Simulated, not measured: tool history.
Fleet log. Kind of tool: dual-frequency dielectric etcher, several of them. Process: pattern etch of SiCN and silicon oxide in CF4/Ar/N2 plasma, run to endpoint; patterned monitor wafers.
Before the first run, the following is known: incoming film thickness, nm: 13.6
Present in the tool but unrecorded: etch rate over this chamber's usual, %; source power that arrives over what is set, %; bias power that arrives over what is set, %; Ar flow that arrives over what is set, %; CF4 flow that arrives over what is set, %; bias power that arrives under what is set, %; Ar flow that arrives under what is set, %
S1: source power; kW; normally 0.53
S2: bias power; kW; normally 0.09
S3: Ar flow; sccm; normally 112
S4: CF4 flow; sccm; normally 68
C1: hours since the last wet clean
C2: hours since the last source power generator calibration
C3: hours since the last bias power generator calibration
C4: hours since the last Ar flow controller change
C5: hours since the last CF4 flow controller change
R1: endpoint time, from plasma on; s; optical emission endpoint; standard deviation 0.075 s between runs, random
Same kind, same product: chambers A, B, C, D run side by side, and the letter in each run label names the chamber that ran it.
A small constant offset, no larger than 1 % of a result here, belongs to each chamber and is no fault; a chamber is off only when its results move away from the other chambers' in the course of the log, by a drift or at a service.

run   hour    S1     S2   S3  S4     C1      C2      C3      C4      C5      R1
 1B    6.8  0.53   0.09  112  68  228.6   681.9  1218.9   835.8  2924.2  12.926
 2A   17.8  0.53   0.09  112  68  441.1   624.6   498.2   861.4   841.3  12.894
 3D   27.7  0.53   0.09  112  68   88.2  3204.9  1842.4   891.7   798.6  12.802
 4C   35.7  0.53   0.09  112  68  366.6    1903  4310.2     601   315.1  12.987
      45.7  -- chamber A: wet clean of the chamber
 5C   47.1  0.44  0.072  112  68    378  1914.4  4321.6   612.4   326.5  16.487
 6D   52.3  0.44  0.072  112  68  112.8  3229.5    1867   916.3   823.2  16.643
 7A   63.3  0.44  0.072  112  68   17.7   670.1   543.7   906.9   886.8  16.396
 8B   74.8  0.44  0.072  112  68  296.6   749.9  1286.9   903.8  2992.2  16.339
 9D   79.9  0.53   0.09  112  68  140.4  3257.1  1894.6   943.9   850.8  13.068
10A   88.7  0.53   0.09  112  68   43.1   695.5   569.1   932.3   912.2  13.072
11B  100.3  0.53   0.09  112  68  322.1   775.4  1312.4   929.3  3017.7  12.936
12C  107.7  0.53   0.09  112  68  438.6    1975  4382.2     673   387.1  13.044
     113.1  -- chamber C: wet clean of the chamber
13D  117.4  0.44   0.09  112  68  177.9  3294.6  1932.1   981.4   888.3  15.306
14A    129  0.44   0.09  112  68   83.4   735.8   609.4   972.6   952.5  15.044
15C  139.5  0.44   0.09  112  68   26.4  2006.8    4414   704.8   418.9  15.386
     146.2  -- chamber C: bias power generator calibrated
16B  149.8  0.44   0.09  112  68  371.6   824.9  1361.9   978.8  3067.2  15.106
17D  157.9  0.53   0.09  112  68  218.4  3335.1  1972.6  1021.9   928.8  12.916
18A  167.9  0.53   0.09  112  68  122.3   774.7   648.3  1011.5   991.4  13.004
19C  176.7  0.53   0.09  112  68   63.6    2044    30.5     742   456.1  12.991
20B  186.6  0.53   0.09  112  68  408.4   861.7  1398.7  1015.6    3104  12.945
21C  196.9  0.53   0.09  112  68   83.8  2064.2    50.7   762.2   476.3  13.081
22A  207.6  0.53   0.09  112  68    162   814.4     688  1051.2  1031.1  12.925
23B  215.4  0.53   0.09  112  68  437.2   890.5  1427.5  1044.4  3132.8  12.876
24D  222.9  0.53   0.09  112  68  283.4  3400.1  2037.6  1086.9   993.8  12.924
25C  231.8  0.53   0.09  112  68  118.7  2099.1    85.6   797.1   511.2  12.955
26D  238.3  0.53   0.09  112  68  298.8  3415.5    2053  1102.3  1009.2  13.048
27B  249.5  0.53   0.09  112  68  471.3   924.6  1461.6  1078.5  3166.9  12.919
28A  261.3  0.53   0.09  112  68  215.7   868.1   741.7  1104.9  1084.8  12.853
29D  273.2  0.53   0.09  112  68  333.7  3450.4  2087.9  1137.2  1044.1  12.887
30A  279.1  0.53   0.09  112  68  233.5   885.9   759.5  1122.7  1102.6  12.878
31C  288.8  0.53   0.09  112  68  175.7  2156.1   142.6   854.1   568.2  12.971
32B  295.8  0.53   0.09  112  68  517.6   970.9  1507.9  1124.8  3213.2  12.902
     298.8  -- chamber D: bias power generator calibrated
33D  303.7  0.53   0.09  112  68  364.2  3480.9     4.9  1167.7  1074.6  13.081
34B  314.9  0.53   0.09  112  68  536.7     990    1527  1143.9  3232.3  12.875
35A  321.8  0.53   0.09  112  68  276.2   928.6   802.2  1165.4  1145.3  12.947
36C  329.4  0.53   0.09  112  68  216.3  2196.7   183.2   894.7   608.8  12.973
     331.8  -- chamber B: wet clean of the chamber
37A  340.7  0.53   0.09  112  68  295.1   947.5   821.1  1184.3  1164.2  13.025
38C  348.3  0.53   0.09  112  68  235.2  2215.6   202.1   913.6   627.7  12.884
39D  356.5  0.53   0.09  112  68    417  3533.7    57.7  1220.5  1127.4  12.975
40B  366.6  0.53   0.09  112  68   34.9  1041.7  1578.7  1195.6    3284  12.933
41C  378.1  0.53   0.09  112  68    265  2245.4   231.9   943.4   657.5  12.907
42B  387.9  0.53   0.09  112  68   56.2    1063    1600  1216.9  3305.3  12.815

Predict what each chamber gives when all 4 of them run the settings below next.
43A  396.4  0.46  0.09  112  68                       ?
43B  396.4  0.46  0.09  112  68                       ?
43C  396.4  0.46  0.09  112  68                       ?
43D  396.4  0.46  0.09  112  68                       ?

run      R1
43A  14.712
43B  14.463
43C  14.818
43D  14.782
